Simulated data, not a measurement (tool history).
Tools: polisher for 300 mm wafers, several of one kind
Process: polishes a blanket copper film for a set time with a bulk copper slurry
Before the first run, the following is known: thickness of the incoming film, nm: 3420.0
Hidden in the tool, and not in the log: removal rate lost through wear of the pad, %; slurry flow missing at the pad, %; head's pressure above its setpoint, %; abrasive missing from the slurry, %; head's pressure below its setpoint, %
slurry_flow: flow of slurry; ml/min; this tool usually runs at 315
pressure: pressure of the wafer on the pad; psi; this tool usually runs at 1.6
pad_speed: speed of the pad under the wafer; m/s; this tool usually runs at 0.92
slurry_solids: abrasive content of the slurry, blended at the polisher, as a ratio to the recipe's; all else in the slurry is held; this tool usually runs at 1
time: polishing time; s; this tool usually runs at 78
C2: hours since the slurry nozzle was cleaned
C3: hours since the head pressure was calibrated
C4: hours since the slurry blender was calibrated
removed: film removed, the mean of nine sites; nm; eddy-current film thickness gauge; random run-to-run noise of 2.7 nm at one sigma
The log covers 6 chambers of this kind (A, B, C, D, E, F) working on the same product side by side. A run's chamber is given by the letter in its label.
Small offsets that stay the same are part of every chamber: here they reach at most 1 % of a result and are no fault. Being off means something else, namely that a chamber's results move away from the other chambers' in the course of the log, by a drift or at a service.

-- hour=0.9 chamber A: slurry nozzle cleaned
run 1F hour=7.0 | slurry_flow=315 pressure=1.6 pad_speed=0.92 slurry_solids=1 time=78 | wafers_polished_on_this_pad=319 C2=244.8 C3=26.3 C4=67.9 | removed=314.35
run 2C hour=14.6 | slurry_flow=315 pressure=1.6 pad_speed=0.92 slurry_solids=1 time=78 | wafers_polished_on_this_pad=767 C2=292.4 C3=402.3 C4=399.2 | removed=306.72
-- hour=15.3 chamber C: worn pad replaced by a new one
-- hour=18.9 chamber E: worn pad replaced by a new one
run 3E hour=22.8 | slurry_flow=315 pressure=1.6 pad_speed=0.92 slurry_solids=1 time=78 | wafers_polished_on_this_pad=29 C2=403.5 C3=215.4 C4=135.6 | removed=312.79
-- hour=29.3 chamber A: slurry blender recalibrated
-- hour=30.8 chamber D: slurry nozzle cleaned
run 4D hour=33.2 | slurry_flow=315 pressure=1.6 pad_speed=0.92 slurry_solids=1 time=78 | wafers_polished_on_this_pad=836 C2=2.4 C3=468.0 C4=167.1 | removed=316.56
-- hour=43.2 chamber B: slurry nozzle cleaned
-- hour=44.9 chamber A: worn pad replaced by a new one
run 5B hour=47.7 | slurry_flow=315 pressure=1.4 pad_speed=0.92 slurry_solids=1 time=94 | wafers_polished_on_this_pad=666 C2=4.5 C3=548.5 C4=157.9 | removed=335.74
-- hour=48.0 chamber E: slurry nozzle cleaned
-- hour=51.1 chamber B: slurry blender recalibrated
run 6A hour=54.2 | slurry_flow=315 pressure=1.4 pad_speed=0.92 slurry_solids=1 time=94 | wafers_polished_on_this_pad=71 C2=53.3 C3=805.6 C4=25.0 | removed=329.43
run 7F hour=66.8 | slurry_flow=315 pressure=1.4 pad_speed=0.92 slurry_solids=1 time=94 | wafers_polished_on_this_pad=771 C2=304.6 C3=86.1 C4=127.7 | removed=331.97
-- hour=70.9 chamber D: slurry blender recalibrated
run 8E hour=73.2 | slurry_flow=315 pressure=1.4 pad_speed=0.92 slurry_solids=1 time=94 | wafers_polished_on_this_pad=410 C2=25.2 C3=265.8 C4=186.0 | removed=329.11
run 9C hour=79.9 | slurry_flow=315 pressure=1.4 pad_speed=0.92 slurry_solids=1 time=94 | wafers_polished_on_this_pad=488 C2=357.7 C3=467.6 C4=464.5 | removed=325.35
run 10D hour=89.4 | slurry_flow=315 pressure=1.4 pad_speed=0.92 slurry_solids=1 time=94 | wafers_polished_on_this_pad=1261 C2=58.6 C3=524.2 C4=18.6 | removed=334.38
run 11B hour=100.9 | slurry_flow=315 pressure=1.6 pad_speed=0.92 slurry_solids=1 time=78 | wafers_polished_on_this_pad=1068 C2=57.7 C3=601.7 C4=49.9 | removed=313.81
-- hour=103.4 chamber C: slurry blender recalibrated
run 12A hour=110.5 | slurry_flow=315 pressure=1.6 pad_speed=0.92 slurry_solids=1 time=78 | wafers_polished_on_this_pad=496 C2=109.6 C3=861.9 C4=81.3 | removed=314.81
run 13C hour=123.0 | slurry_flow=350 pressure=1.1 pad_speed=0.92 slurry_solids=1 time=78 | wafers_polished_on_this_pad=814 C2=400.8 C3=510.7 C4=19.6 | removed=216.77
-- hour=124.2 chamber F: worn pad replaced by a new one
-- hour=125.6 chamber D: worn pad replaced by a new one
run 14B hour=130.2 | slurry_flow=350 pressure=1.1 pad_speed=0.92 slurry_solids=1 time=78 | wafers_polished_on_this_pad=1289 C2=87.0 C3=631.0 C4=79.2 | removed=222.81
-- hour=135.0 chamber B: worn pad replaced by a new one
-- hour=135.4 chamber A: worn pad replaced by a new one
run 15A hour=137.8 | slurry_flow=350 pressure=1.1 pad_speed=0.92 slurry_solids=1 time=78 | wafers_polished_on_this_pad=18 C2=136.9 C3=889.2 C4=108.6 | removed=217.65
-- hour=146.6 chamber C: worn pad replaced by a new one
run 16F hour=149.3 | slurry_flow=350 pressure=1.1 pad_speed=0.92 slurry_solids=1 time=78 | wafers_polished_on_this_pad=190 C2=387.1 C3=168.6 C4=210.2 | removed=215.57
-- hour=154.8 chamber A: slurry blender recalibrated
-- hour=155.5 chamber E: head pressure recalibrated
-- hour=156.9 chamber A: head pressure recalibrated
run 17D hour=162.7 | slurry_flow=350 pressure=1.1 pad_speed=0.92 slurry_solids=1 time=78 | wafers_polished_on_this_pad=280 C2=131.9 C3=597.5 C4=91.9 | removed=217.66
-- hour=164.5 chamber B: head pressure recalibrated
run 18E hour=169.4 | slurry_flow=350 pressure=1.1 pad_speed=0.92 slurry_solids=1 time=78 | wafers_polished_on_this_pad=1138 C2=121.4 C3=13.9 C4=282.2 | removed=215.23
run 19C hour=181.6 | slurry_flow=315 pressure=1.6 pad_speed=0.92 slurry_solids=1 time=78 | wafers_polished_on_this_pad=265 C2=459.4 C3=569.3 C4=78.2 | removed=309.96
-- hour=185.3 chamber F: slurry blender recalibrated
run 20D hour=190.8 | slurry_flow=315 pressure=1.6 pad_speed=0.92 slurry_solids=1 time=78 | wafers_polished_on_this_pad=493 C2=160.0 C3=625.6 C4=120.0 | removed=317.83
-- hour=192.5 chamber E: slurry blender recalibrated
-- hour=199.7 chamber B: slurry blender recalibrated
run 21A hour=201.9 | slurry_flow=315 pressure=1.6 pad_speed=0.92 slurry_solids=1 time=78 | wafers_polished_on_this_pad=503 C2=201.0 C3=45.0 C4=47.2 | removed=314.47
run 22E hour=213.7 | slurry_flow=315 pressure=1.6 pad_speed=0.92 slurry_solids=1 time=78 | wafers_polished_on_this_pad=1472 C2=165.7 C3=58.2 C4=21.2 | removed=314.36
run 23B hour=225.1 | slurry_flow=315 pressure=1.6 pad_speed=0.92 slurry_solids=1 time=78 | wafers_polished_on_this_pad=681 C2=181.9 C3=60.6 C4=25.4 | removed=312.94
-- hour=227.1 chamber A: worn pad replaced by a new one
run 24F hour=234.7 | slurry_flow=315 pressure=1.6 pad_speed=0.92 slurry_solids=1 time=78 | wafers_polished_on_this_pad=835 C2=472.5 C3=254.0 C4=49.4 | removed=313.94
-- hour=239.0 chamber E: worn pad replaced by a new one
run 25F hour=241.5 | slurry_flow=315 pressure=1.6 pad_speed=0.92 slurry_solids=1 time=78 | wafers_polished_on_this_pad=887 C2=479.3 C3=260.8 C4=56.2 | removed=311.96
run 26D hour=248.0 | slurry_flow=315 pressure=1.6 pad_speed=0.92 slurry_solids=1 time=78 | wafers_polished_on_this_pad=925 C2=217.2 C3=682.8 C4=177.2 | removed=311.20
run 27E hour=254.4 | slurry_flow=315 pressure=1.6 pad_speed=0.92 slurry_solids=1 time=78 | wafers_polished_on_this_pad=116 C2=206.4 C3=98.9 C4=61.9 | removed=309.46
run 28B hour=268.4 | slurry_flow=315 pressure=1.6 pad_speed=0.92 slurry_solids=1 time=78 | wafers_polished_on_this_pad=1008 C2=225.2 C3=103.9 C4=68.7 | removed=315.77
-- hour=275.1 chamber C: worn pad replaced by a new one
-- hour=278.6 chamber F: worn pad replaced by a new one
run 29A hour=279.7 | slurry_flow=315 pressure=1.6 pad_speed=0.92 slurry_solids=1 time=78 | wafers_polished_on_this_pad=397 C2=278.8 C3=122.8 C4=125.0 | removed=313.41
-- hour=288.1 chamber D: slurry blender recalibrated
run 30C hour=294.0 | slurry_flow=315 pressure=1.6 pad_speed=0.92 slurry_solids=1 time=78 | wafers_polished_on_this_pad=143 C2=571.8 C3=681.7 C4=190.6 | removed=312.09
-- hour=301.1 chamber A: slurry blender recalibrated
-- hour=301.6 chamber A: worn pad replaced by a new one
run 31A hour=307.0 | slurry_flow=315 pressure=1.6 pad_speed=0.92 slurry_solids=1 time=78 | wafers_polished_on_this_pad=41 C2=306.1 C3=150.1 C4=5.9 | removed=314.60
-- hour=309.7 chamber D: worn pad replaced by a new one
run 32D hour=314.8 | slurry_flow=315 pressure=1.6 pad_speed=0.92 slurry_solids=1 time=78 | wafers_polished_on_this_pad=38 C2=284.0 C3=749.6 C4=26.7 | removed=305.84
run 33B hour=325.5 | slurry_flow=315 pressure=1.6 pad_speed=0.92 slurry_solids=1 time=78 | wafers_polished_on_this_pad=1440 C2=282.3 C3=161.0 C4=125.8 | removed=315.88
-- hour=336.1 chamber B: worn pad replaced by a new one
run 34E hour=337.0 | slurry_flow=315 pressure=1.6 pad_speed=1.08 slurry_solids=1 time=78 | wafers_polished_on_this_pad=740 C2=289.0 C3=181.5 C4=144.5 | removed=366.24
run 35C hour=343.3 | slurry_flow=315 pressure=1.6 pad_speed=1.08 slurry_solids=1 time=78 | wafers_polished_on_this_pad=516 C2=621.1 C3=731.0 C4=239.9 | removed=364.31
run 36F hour=351.6 | slurry_flow=315 pressure=1.6 pad_speed=1.08 slurry_solids=1 time=78 | wafers_polished_on_this_pad=552 C2=589.4 C3=370.9 C4=166.3 | removed=371.91
-- hour=358.2 chamber B: slurry blender recalibrated
run 37E hour=360.9 | slurry_flow=315 pressure=1.6 pad_speed=1.08 slurry_solids=1 time=78 | wafers_polished_on_this_pad=921 C2=312.9 C3=205.4 C4=168.4 | removed=366.99
-- hour=367.9 chamber C: head pressure recalibrated
run 38A hour=373.5 | slurry_flow=315 pressure=1.6 pad_speed=1.08 slurry_solids=1 time=78 | wafers_polished_on_this_pad=544 C2=372.6 C3=216.6 C4=72.4 | removed=368.22
-- hour=375.2 chamber C: worn pad replaced by a new one
run 39D hour=380.9 | slurry_flow=315 pressure=1.6 pad_speed=1.08 slurry_solids=1 time=78 | wafers_polished_on_this_pad=538 C2=350.1 C3=815.7 C4=92.8 | removed=358.21
-- hour=389.3 chamber C: slurry nozzle cleaned
run 40F hour=394.9 | slurry_flow=315 pressure=1.6 pad_speed=0.92 slurry_solids=1 time=78 | wafers_polished_on_this_pad=879 C2=632.7 C3=414.2 C4=209.6 | removed=315.04
run 41C hour=406.8 | slurry_flow=315 pressure=1.6 pad_speed=0.92 slurry_solids=1 time=78 | wafers_polished_on_this_pad=239 C2=17.6 C3=39.0 C4=303.4 | removed=312.13
run 42B hour=415.7 | slurry_flow=315 pressure=1.6 pad_speed=0.92 slurry_solids=1 time=78 | wafers_polished_on_this_pad=601 C2=372.5 C3=251.2 C4=57.5 | removed=311.21

The same settings go to every chamber for the next run, one line per chamber below. Forecast the results for each:
run 43A hour=426.1 | slurry_flow=315 pressure=1.6 pad_speed=0.92 slurry_solids=1 time=78 | removed=?
run 43B hour=426.1 | slurry_flow=315 pressure=1.6 pad_speed=0.92 slurry_solids=1 time=78 | removed=?
run 43C hour=426.1 | slurry_flow=315 pressure=1.6 pad_speed=0.92 slurry_solids=1 time=78 | removed=?
run 43D hour=426.1 | slurry_flow=315 pressure=1.6 pad_speed=0.92 slurry_solids=1 time=78 | removed=?
run 43E hour=426.1 | slurry_flow=315 pressure=1.6 pad_speed=0.92 slurry_solids=1 time=78 | removed=?
run 43F hour=426.1 | slurry_flow=315 pressure=1.6 pad_speed=0.92 slurry_solids=1 time=78 | removed=?

run=43A removed=317.26
run=43B removed=317.77
run=43C removed=309.73
run=43D removed=301.08
run=43E removed=310.35
run=43F removed=313.16

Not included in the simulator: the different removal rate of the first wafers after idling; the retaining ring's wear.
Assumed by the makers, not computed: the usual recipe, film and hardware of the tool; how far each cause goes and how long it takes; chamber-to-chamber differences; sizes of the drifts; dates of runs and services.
